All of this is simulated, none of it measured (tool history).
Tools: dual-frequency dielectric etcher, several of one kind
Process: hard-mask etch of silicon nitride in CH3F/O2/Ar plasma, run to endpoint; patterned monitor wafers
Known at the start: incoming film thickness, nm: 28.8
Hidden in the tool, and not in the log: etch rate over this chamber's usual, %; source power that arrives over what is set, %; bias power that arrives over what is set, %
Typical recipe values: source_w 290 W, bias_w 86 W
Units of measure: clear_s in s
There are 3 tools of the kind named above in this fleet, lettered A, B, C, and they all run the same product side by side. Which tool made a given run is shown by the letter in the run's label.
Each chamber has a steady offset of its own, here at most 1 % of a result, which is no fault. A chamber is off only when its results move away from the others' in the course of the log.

run   hour  source_w  bias_w  hours since the last wet clean  hours since the last source power generator calibration  hours since the last bias power generator calibration  clear_s
 1C   13.4       290      86                           171.6                                                    177.5                                                 3791.6   44.499
 2B   22.8       290      86                           147.0                                                   2280.5                                                 3645.6   43.948
 3A   34.0       290      86                           192.2                                                   1595.9                                                 1611.1   43.724
 4A   44.2       290      86                           202.4                                                   1606.1                                                 1621.3   43.489
 5C   56.7       290      74                           214.9                                                    220.8                                                 3834.9   46.941
 6B   70.4       290      74                           194.6                                                   2328.1                                                 3693.2   47.118
 7A   79.5       290      74                           237.7                                                   1641.4                                                 1656.6   45.585
 8C   90.5       290      86                           248.7                                                    254.6                                                 3868.7   44.349
 9B   99.3       290      86                           223.5                                                   2357.0                                                 3722.1   43.674
10A  110.3       290      86                           268.5                                                   1672.2                                                 1687.4   43.560
11C  119.7       290      86                           277.9                                                    283.8                                                 3897.9   44.426
12B  130.2       290      98                           254.4                                                   2387.9                                                 3753.0   42.073
13C  139.0       290      98                           297.2                                                    303.1                                                 3917.2   41.870
14A  153.3       290      98                           311.5                                                   1715.2                                                 1730.4   41.787
15B  162.9       290      86                           287.1                                                   2420.6                                                 3785.7   43.797
16B  172.5       350      78                           296.7                                                   2430.2                                                 3795.3   42.475
17C  185.9       350      78                           344.1                                                    350.0                                                 3964.1   42.921
18A  196.7       350      78                           354.9                                                   1758.6                                                 1773.8   41.837
19C  211.1       290      86                           369.3                                                    375.2                                                 3989.3   43.360
     218.4  -- chamber C: bias power generator calibrated
20A  225.7       290      86                           383.9                                                   1787.6                                                 1802.8   43.352
21B  238.9       290      86                           363.1                                                   2496.6                                                 3861.7   44.126
22B  253.0       290      86                           377.2                                                   2510.7                                                 3875.8   44.034
     256.4  -- chamber B: source power generator calibrated
23A  265.3       290      86                           423.5                                                   1827.2                                                 1842.4   43.509
     271.8  -- chamber C: wet clean of the chamber
24C  272.8       290      86                             1.0                                                    436.9                                                   54.4   43.999
25B  284.5       290      86                           408.7                                                     28.1                                                 3907.3   43.694
26C  296.3       350      69                            24.5                                                    460.4                                                   77.9   44.606
     300.5  -- chamber B: bias power generator calibrated
27A  304.9       350      69                           463.1                                                   1866.8                                                 1882.0   43.002
28C  317.8       350      69                            46.0                                                    481.9                                                   99.4   43.945
29A  328.8       290      86                           487.0                                                   1890.7                                                 1905.9   43.454
30B  338.1       230     107                           462.3                                                     81.7                                                   37.6   44.400
31A  344.6       230     107                           502.8                                                   1906.5                                                 1921.7   42.792
32C  357.6       230     107                            85.8                                                    521.7                                                  139.2   44.900
33B  370.3       290      86                           494.5                                                    113.9                                                   69.8   44.268
34C  384.7       290      86                           112.9                                                    548.8                                                  166.3   44.044
35A  395.3       290      86                           553.5                                                   1957.2                                                 1972.4   42.253
36B  406.6       290      86                           530.8                                                    150.2                                                  106.1   44.048
37C  415.7       290      86                           143.9                                                    579.8                                                  197.3   44.256
38B  429.4       290      86                           553.6                                                    173.0                                                  128.9   44.445
39A  436.4       290      86                           594.6                                                   1998.3                                                 2013.5   42.668
40A  450.4       330      86                           608.6                                                   2012.3                                                 2027.5   40.591
41C  460.1       330      86                           188.3                                                    624.2                                                  241.7   42.145
42B  468.1       330      86                           592.3                                                    211.7                                                  167.6   41.902
43A  479.4       290      86                           637.6                                                   2041.3                                                 2056.5   42.128
44B  493.0       290      86                           617.2                                                    236.6                                                  192.5   43.748

All 3 chambers run these settings next. Forecast each chamber's results:
45A  503.6       290      86                                                                                                                                                        ?
45B  503.6       290      86                                                                                                                                                        ?
45C  503.6       290      86                                                                                                                                                        ?

run  clear_s
45A   41.981
45B   43.965
45C   44.172

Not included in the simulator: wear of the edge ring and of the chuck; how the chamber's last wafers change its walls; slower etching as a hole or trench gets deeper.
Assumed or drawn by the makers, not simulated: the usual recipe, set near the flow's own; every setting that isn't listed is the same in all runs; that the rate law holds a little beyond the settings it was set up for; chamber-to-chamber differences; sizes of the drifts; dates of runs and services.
